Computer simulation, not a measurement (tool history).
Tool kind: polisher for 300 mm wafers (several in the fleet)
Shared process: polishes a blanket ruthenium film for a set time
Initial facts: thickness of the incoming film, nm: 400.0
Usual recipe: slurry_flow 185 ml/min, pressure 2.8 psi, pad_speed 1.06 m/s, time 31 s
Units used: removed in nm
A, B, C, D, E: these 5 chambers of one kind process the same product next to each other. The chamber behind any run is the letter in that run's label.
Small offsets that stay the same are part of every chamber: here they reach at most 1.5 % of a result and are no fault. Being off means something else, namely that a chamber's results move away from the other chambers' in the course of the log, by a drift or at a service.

| run | hour | slurry_flow | pressure | pad_speed | time | removed |
|---|---|---|---|---|---|---|
| 1E | 7.3 | 185 | 2.8 | 1.06 | 31 | 46.625 |
|  | 8.9 | chamber E: worn pad replaced by a new one |
| 2B | 13.5 | 185 | 2.8 | 1.06 | 31 | 47.104 |
|  | 15.5 | chamber A: worn pad replaced by a new one |
|  | 20.4 | chamber D: worn pad replaced by a new one |
| 3A | 20.4 | 185 | 2.8 | 1.06 | 31 | 46.635 |
| 4D | 26.3 | 185 | 2.8 | 1.06 | 31 | 45.968 |
| 5C | 31 | 185 | 2.8 | 1.06 | 31 | 45.036 |
| 6A | 36.4 | 185 | 2.8 | 1.06 | 31 | 46.417 |
|  | 40 | chamber B: worn pad replaced by a new one |
| 7B | 43.6 | 185 | 2.8 | 1.06 | 31 | 47.055 |
| 8C | 50 | 185 | 2.8 | 1.06 | 31 | 44.81 |
|  | 58.4 | chamber C: worn pad replaced by a new one |
| 9E | 59.9 | 185 | 2.8 | 1.06 | 31 | 46.273 |
| 10D | 69.9 | 185 | 2.8 | 1.06 | 31 | 45.995 |
|  | 73 | chamber D: worn pad replaced by a new one |
| 11A | 76.2 | 185 | 2.8 | 1.06 | 31 | 46.472 |
| 12D | 81.5 | 185 | 2.8 | 1.06 | 31 | 46.225 |
| 13B | 88.4 | 185 | 2.8 | 1.06 | 31 | 47.121 |
| 14C | 95.5 | 185 | 2.8 | 1.06 | 31 | 43.97 |
| 15E | 103.7 | 185 | 2.8 | 1.06 | 31 | 46.119 |
|  | 108 | chamber E: worn pad replaced by a new one |
| 16E | 111.4 | 185 | 2.8 | 1.06 | 31 | 47.174 |
|  | 113.1 | chamber E: slurry nozzle cleaned |
|  | 117.4 | chamber A: worn pad replaced by a new one |
| 17D | 118.5 | 185 | 2.8 | 1.06 | 31 | 45.131 |
|  | 121.5 | chamber D: worn pad replaced by a new one |
| 18C | 124.1 | 185 | 2.8 | 1.06 | 31 | 44.059 |
|  | 125.8 | chamber B: worn pad replaced by a new one |
| 19A | 132.6 | 185 | 2.8 | 1.06 | 31 | 46.547 |
| 20B | 139.4 | 185 | 2.8 | 1.06 | 40 | 60.802 |
| 21D | 143.9 | 185 | 2.8 | 1.06 | 40 | 59.644 |
| 22B | 150.6 | 185 | 2.8 | 1.06 | 40 | 60.833 |
| 23C | 155.1 | 185 | 2.8 | 1.06 | 40 | 56.463 |
| 24E | 160.4 | 185 | 2.8 | 1.06 | 40 | 60.169 |
| 25A | 167.8 | 185 | 2.8 | 1.06 | 31 | 46.24 |
| 26C | 172.4 | 185 | 2.8 | 1.06 | 31 | 43.182 |
|  | 173.8 | chamber D: worn pad replaced by a new one |
|  | 176 | chamber C: worn pad replaced by a new one |
| 27B | 181.8 | 185 | 2.8 | 1.06 | 31 | 46.637 |
| 28E | 188.7 | 185 | 2.8 | 1.06 | 31 | 46.155 |
|  | 191 | chamber E: worn pad replaced by a new one |
| 29D | 195.9 | 185 | 2.8 | 1.06 | 31 | 45.123 |
| 30A | 206 | 185 | 2.8 | 1.06 | 31 | 46.382 |
|  | 213.2 | chamber A: slurry nozzle cleaned |
| 31C | 215.5 | 185 | 2.8 | 1.06 | 31 | 41.946 |
|  | 222.8 | chamber A: worn pad replaced by a new one |
|  | 223.7 | chamber D: worn pad replaced by a new one |
| 32B | 225.1 | 185 | 2.8 | 1.06 | 31 | 46.309 |
| 33E | 230.2 | 140 | 2.8 | 1.06 | 31 | 44.242 |
| 34A | 234.8 | 140 | 2.8 | 1.06 | 31 | 44.34 |
| 35D | 244.7 | 140 | 2.8 | 1.06 | 31 | 44.173 |
| 36D | 249.3 | 140 | 2.8 | 1.06 | 31 | 43.763 |

All chambers now run identical settings, listed one chamber a line with results as question marks. What results will each chamber show?
| 37A | 256.5 | 235 | 2.8 | 1.06 | 31 | ? |
| 37B | 256.5 | 235 | 2.8 | 1.06 | 31 | ? |
| 37C | 256.5 | 235 | 2.8 | 1.06 | 31 | ? |
| 37D | 256.5 | 235 | 2.8 | 1.06 | 31 | ? |
| 37E | 256.5 | 235 | 2.8 | 1.06 | 31 | ? |

| run | removed |
|---|---|
| 37A | 47.279 |
| 37B | 47.884 |
| 37C | 42.459 |
| 37D | 47.523 |
| 37E | 47.643 |

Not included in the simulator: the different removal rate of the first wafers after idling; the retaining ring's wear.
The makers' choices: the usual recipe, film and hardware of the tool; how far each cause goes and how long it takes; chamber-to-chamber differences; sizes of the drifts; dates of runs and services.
